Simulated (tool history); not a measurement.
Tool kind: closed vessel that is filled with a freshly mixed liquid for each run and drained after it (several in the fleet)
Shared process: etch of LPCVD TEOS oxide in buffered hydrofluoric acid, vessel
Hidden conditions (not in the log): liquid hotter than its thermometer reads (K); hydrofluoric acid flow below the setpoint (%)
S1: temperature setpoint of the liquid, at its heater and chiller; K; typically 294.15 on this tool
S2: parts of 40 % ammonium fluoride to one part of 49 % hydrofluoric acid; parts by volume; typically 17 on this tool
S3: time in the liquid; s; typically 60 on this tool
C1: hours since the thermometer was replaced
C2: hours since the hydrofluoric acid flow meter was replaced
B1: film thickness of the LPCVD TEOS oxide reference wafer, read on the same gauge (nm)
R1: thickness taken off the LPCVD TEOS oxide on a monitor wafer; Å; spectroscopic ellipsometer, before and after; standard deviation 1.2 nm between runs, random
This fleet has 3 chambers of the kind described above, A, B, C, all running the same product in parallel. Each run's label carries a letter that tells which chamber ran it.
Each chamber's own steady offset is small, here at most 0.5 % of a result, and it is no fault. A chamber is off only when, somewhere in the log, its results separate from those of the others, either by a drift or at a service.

run,hour,S1,S2,S3,C1,C2,B1,R1
1B,6.4,294.15,17,60,2567.8,1032.9,80.021,1449.3
# hour 13.8: chamber B: thermometer replaced
2A,13.8,294.15,17,60,19,840.1,79.972,1442.4
3C,24,294.15,17,60,518,779.7,79.973,1437.4
4B,30,294.15,17,60,16.2,1056.5,79.978,1459.1
5C,38.3,294.15,17,60,532.3,794,80.002,1446.2
6A,43.1,294.15,21.5,80,48.3,869.4,79.981,1569.6
7A,48.2,294.15,21.5,80,53.4,874.5,80.005,1571.3
8C,57.2,294.15,21.5,80,551.2,812.9,80.008,1565.6
9B,65.2,294.15,17,60,51.4,1091.7,80.027,1443.8
10C,75.7,294.15,17,60,569.7,831.4,80.005,1441.5
11B,85.5,294.15,17,60,71.7,1112,80.007,1451.5
# hour 90.9: chamber C: thermometer replaced
12A,93.2,294.15,17,60,98.4,919.5,80.001,1442
13A,104,294.15,17,60,109.2,930.3,80.005,1458.6
14B,110.6,298.65,11.5,60,96.8,1137.1,79.985,2682.4
15C,119.5,298.65,11.5,60,28.6,875.2,80.015,2721.7
16B,129,298.65,11.5,60,115.2,1155.5,79.997,2700.3
17A,133.7,294.15,17,60,138.9,960,80.001,1440.4
18C,141.3,294.15,17,60,50.4,897,79.964,1448.8
19B,151,294.15,17,60,137.2,1177.5,80.003,1427.6
20C,160.5,294.15,17,60,69.6,916.2,79.985,1443.3
21A,165.7,294.15,17,60,170.9,992,80.029,1438.7
22B,172.7,291.65,17,50,158.9,1199.2,79.967,1020.8
23A,181.8,291.65,17,50,187,1008.1,79.993,1068.2
# hour 190.7: chamber C: hydrofluoric acid flow meter replaced
24C,190.9,291.65,17,50,100,0.3,80.012,1051.9
25B,200.5,294.15,17,60,186.7,1227,79.99,1373.1
26C,208.8,294.15,17,60,117.9,18.2,80.001,1432
27A,213.6,294.15,17,60,218.8,1039.9,80.026,1436.1
28C,222.1,298.65,17,60,131.2,31.5,79.991,1839.3
29A,228.3,298.65,17,60,233.5,1054.6,80.017,1848.2
30B,236.8,298.65,17,60,223,1263.3,80.004,1752.8
31B,245.1,294.15,17,60,231.3,1271.6,79.974,1348.4
32C,255.7,294.15,17,60,164.8,65.1,80.005,1435.5
33A,264.9,294.15,17,60,270.1,1091.2,79.997,1443.6
34B,273,294.15,17,60,259.2,1299.5,80.005,1340.7
35A,278.6,294.15,17,60,283.8,1104.9,80.021,1449.4

Next, every chamber runs the same settings. What will each give?
36A,286.2,294.15,17,60,,,,?
36B,286.2,294.15,17,60,,,,?
36C,286.2,294.15,17,60,,,,?

run,R1
36A,1446.3
36B,1345.5
36C,1439.3
